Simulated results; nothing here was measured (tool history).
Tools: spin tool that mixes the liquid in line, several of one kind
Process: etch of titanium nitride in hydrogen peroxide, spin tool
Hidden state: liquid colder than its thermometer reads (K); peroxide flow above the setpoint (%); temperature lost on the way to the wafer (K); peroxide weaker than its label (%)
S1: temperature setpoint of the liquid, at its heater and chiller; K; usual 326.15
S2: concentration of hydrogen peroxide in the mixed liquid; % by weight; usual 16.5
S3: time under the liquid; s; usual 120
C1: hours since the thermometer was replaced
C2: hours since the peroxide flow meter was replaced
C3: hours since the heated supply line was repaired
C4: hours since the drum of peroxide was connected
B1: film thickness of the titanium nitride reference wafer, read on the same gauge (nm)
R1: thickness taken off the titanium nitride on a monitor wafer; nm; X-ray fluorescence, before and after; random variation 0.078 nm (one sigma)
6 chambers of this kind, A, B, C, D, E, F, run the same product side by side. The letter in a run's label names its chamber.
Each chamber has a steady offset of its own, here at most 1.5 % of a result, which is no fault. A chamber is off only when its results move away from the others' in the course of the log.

run 1C hour=6.5 | S1=326.15 S2=16.5 S3=120 | C1=336.0 C2=808.3 C3=1668.5 C4=1404.4 | B1=49.995 | R1=10.1940
run 2E hour=15.1 | S1=326.15 S2=16.5 S3=120 | C1=2565.8 C2=897.8 C3=1986.8 C4=382.8 | B1=49.999 | R1=9.8963
run 3B hour=22.0 | S1=326.15 S2=16.5 S3=120 | C1=2270.3 C2=542.3 C3=406.9 C4=230.0 | B1=50.010 | R1=10.3210
run 4A hour=27.5 | S1=326.15 S2=16.5 S3=120 | C1=1188.6 C2=603.8 C3=2182.7 C4=259.2 | B1=49.994 | R1=10.0340
run 5D hour=34.8 | S1=326.15 S2=16.5 S3=120 | C1=550.7 C2=1692.3 C3=2945.6 C4=392.2 | B1=50.010 | R1=10.1460
run 6F hour=44.9 | S1=329.15 S2=16.5 S3=120 | C1=2217.6 C2=332.9 C3=2857.6 C4=748.3 | B1=49.985 | R1=12.4460
run 7A hour=55.3 | S1=329.15 S2=16.5 S3=120 | C1=1216.4 C2=631.6 C3=2210.5 C4=287.0 | B1=50.040 | R1=12.3240
-- hour=58.7 chamber A: peroxide flow meter replaced
run 8B hour=64.2 | S1=329.15 S2=16.5 S3=120 | C1=2312.5 C2=584.5 C3=449.1 C4=272.2 | B1=49.988 | R1=12.5840
run 9E hour=72.0 | S1=329.15 S2=16.5 S3=120 | C1=2622.7 C2=954.7 C3=2043.7 C4=439.7 | B1=49.942 | R1=12.3110
-- hour=77.5 chamber F: thermometer replaced
run 10F hour=81.0 | S1=329.15 S2=16.5 S3=120 | C1=3.5 C2=369.0 C3=2893.7 C4=784.4 | B1=50.013 | R1=12.5500
run 11D hour=88.2 | S1=329.15 S2=16.5 S3=120 | C1=604.1 C2=1745.7 C3=2999.0 C4=445.6 | B1=49.991 | R1=12.6540
run 12C hour=95.0 | S1=326.15 S2=16.5 S3=120 | C1=424.5 C2=896.8 C3=1757.0 C4=1492.9 | B1=50.000 | R1=10.2590
-- hour=96.0 chamber E: thermometer replaced
-- hour=100.6 chamber F: heated supply line repaired
-- hour=103.6 chamber C: new drum of peroxide connected
run 13E hour=107.6 | S1=326.15 S2=16.5 S3=120 | C1=11.7 C2=990.3 C3=2079.3 C4=475.3 | B1=49.981 | R1=10.1070
run 14A hour=115.2 | S1=326.15 S2=16.5 S3=120 | C1=1276.3 C2=56.6 C3=2270.4 C4=346.9 | B1=50.027 | R1=10.0280
run 15B hour=121.8 | S1=326.15 S2=16.5 S3=120 | C1=2370.1 C2=642.1 C3=506.7 C4=329.8 | B1=50.007 | R1=10.1640
run 16C hour=130.5 | S1=326.15 S2=16.5 S3=120 | C1=460.0 C2=932.3 C3=1792.5 C4=26.9 | B1=49.981 | R1=10.1750
run 17D hour=137.1 | S1=326.15 S2=16.5 S3=120 | C1=653.0 C2=1794.6 C3=3047.9 C4=494.5 | B1=49.965 | R1=10.1030
run 18F hour=148.9 | S1=326.15 S2=16.5 S3=120 | C1=71.4 C2=436.9 C3=48.4 C4=852.3 | B1=49.961 | R1=9.8703
run 19B hour=159.2 | S1=326.15 S2=16.5 S3=120 | C1=2407.5 C2=679.5 C3=544.1 C4=367.2 | B1=49.995 | R1=10.2090
-- hour=163.9 chamber B: thermometer replaced
run 20F hour=171.7 | S1=326.15 S2=16.5 S3=120 | C1=94.2 C2=459.7 C3=71.2 C4=875.1 | B1=49.959 | R1=10.0400
run 21E hour=182.9 | S1=326.15 S2=12.0 S3=150 | C1=87.0 C2=1065.6 C3=2154.6 C4=550.6 | B1=50.005 | R1=11.8550
run 22A hour=194.8 | S1=326.15 S2=12.0 S3=150 | C1=1355.9 C2=136.2 C3=2350.0 C4=426.5 | B1=49.990 | R1=11.7790
run 23C hour=202.6 | S1=326.15 S2=12.0 S3=150 | C1=532.1 C2=1004.4 C3=1864.6 C4=99.0 | B1=50.043 | R1=11.9800
run 24D hour=210.8 | S1=326.15 S2=12.0 S3=150 | C1=726.7 C2=1868.3 C3=3121.6 C4=568.2 | B1=49.965 | R1=11.5740
run 25B hour=216.8 | S1=326.15 S2=12.0 S3=150 | C1=52.9 C2=737.1 C3=601.7 C4=424.8 | B1=50.027 | R1=11.7070
run 26D hour=223.8 | S1=326.15 S2=12.0 S3=150 | C1=739.7 C2=1881.3 C3=3134.6 C4=581.2 | B1=50.028 | R1=11.4260
run 27F hour=230.4 | S1=320.65 S2=20.0 S3=120 | C1=152.9 C2=518.4 C3=129.9 C4=933.8 | B1=49.977 | R1=7.1084
run 28A hour=241.8 | S1=320.65 S2=20.0 S3=120 | C1=1402.9 C2=183.2 C3=2397.0 C4=473.5 | B1=50.035 | R1=7.0872
run 29C hour=254.2 | S1=320.65 S2=20.0 S3=120 | C1=583.7 C2=1056.0 C3=1916.2 C4=150.6 | B1=49.981 | R1=7.2154
run 30E hour=262.7 | S1=320.65 S2=20.0 S3=120 | C1=166.8 C2=1145.4 C3=2234.4 C4=630.4 | B1=50.055 | R1=7.0161
run 31B hour=275.4 | S1=320.65 S2=20.0 S3=120 | C1=111.5 C2=795.7 C3=660.3 C4=483.4 | B1=50.000 | R1=7.1330
run 32C hour=281.2 | S1=320.65 S2=20.0 S3=120 | C1=610.7 C2=1083.0 C3=1943.2 C4=177.6 | B1=49.979 | R1=7.1038
run 33D hour=292.6 | S1=326.15 S2=16.5 S3=120 | C1=808.5 C2=1950.1 C3=3203.4 C4=650.0 | B1=50.021 | R1=9.6422
run 34F hour=304.3 | S1=326.15 S2=16.5 S3=120 | C1=226.8 C2=592.3 C3=203.8 C4=1007.7 | B1=49.919 | R1=10.0160
run 35A hour=313.4 | S1=326.15 S2=16.5 S3=120 | C1=1474.5 C2=254.8 C3=2468.6 C4=545.1 | B1=50.019 | R1=10.1330
run 36E hour=324.5 | S1=326.15 S2=16.5 S3=120 | C1=228.6 C2=1207.2 C3=2296.2 C4=692.2 | B1=50.031 | R1=10.0620
run 37C hour=335.2 | S1=326.15 S2=16.5 S3=120 | C1=664.7 C2=1137.0 C3=1997.2 C4=231.6 | B1=50.041 | R1=10.1690
run 38D hour=343.6 | S1=326.15 S2=16.5 S3=120 | C1=859.5 C2=2001.1 C3=3254.4 C4=701.0 | B1=50.014 | R1=9.4944
run 39B hour=352.5 | S1=326.15 S2=16.5 S3=120 | C1=188.6 C2=872.8 C3=737.4 C4=560.5 | B1=49.983 | R1=10.1970
run 40F hour=363.4 | S1=326.15 S2=16.5 S3=120 | C1=285.9 C2=651.4 C3=262.9 C4=1066.8 | B1=49.994 | R1=10.0500

Next, every chamber runs the same settings. What will each give?
run 41A hour=372.5 | S1=326.15 S2=16.5 S3=170 | R1=?
run 41B hour=372.5 | S1=326.15 S2=16.5 S3=170 | R1=?
run 41C hour=372.5 | S1=326.15 S2=16.5 S3=170 | R1=?
run 41D hour=372.5 | S1=326.15 S2=16.5 S3=170 | R1=?
run 41E hour=372.5 | S1=326.15 S2=16.5 S3=170 | R1=?
run 41F hour=372.5 | S1=326.15 S2=16.5 S3=170 | R1=?

run=41A R1=14.3150
run=41B R1=14.3020
run=41C R1=14.3050
run=41D R1=13.2800
run=41E R1=14.3800
run=41F R1=14.4040
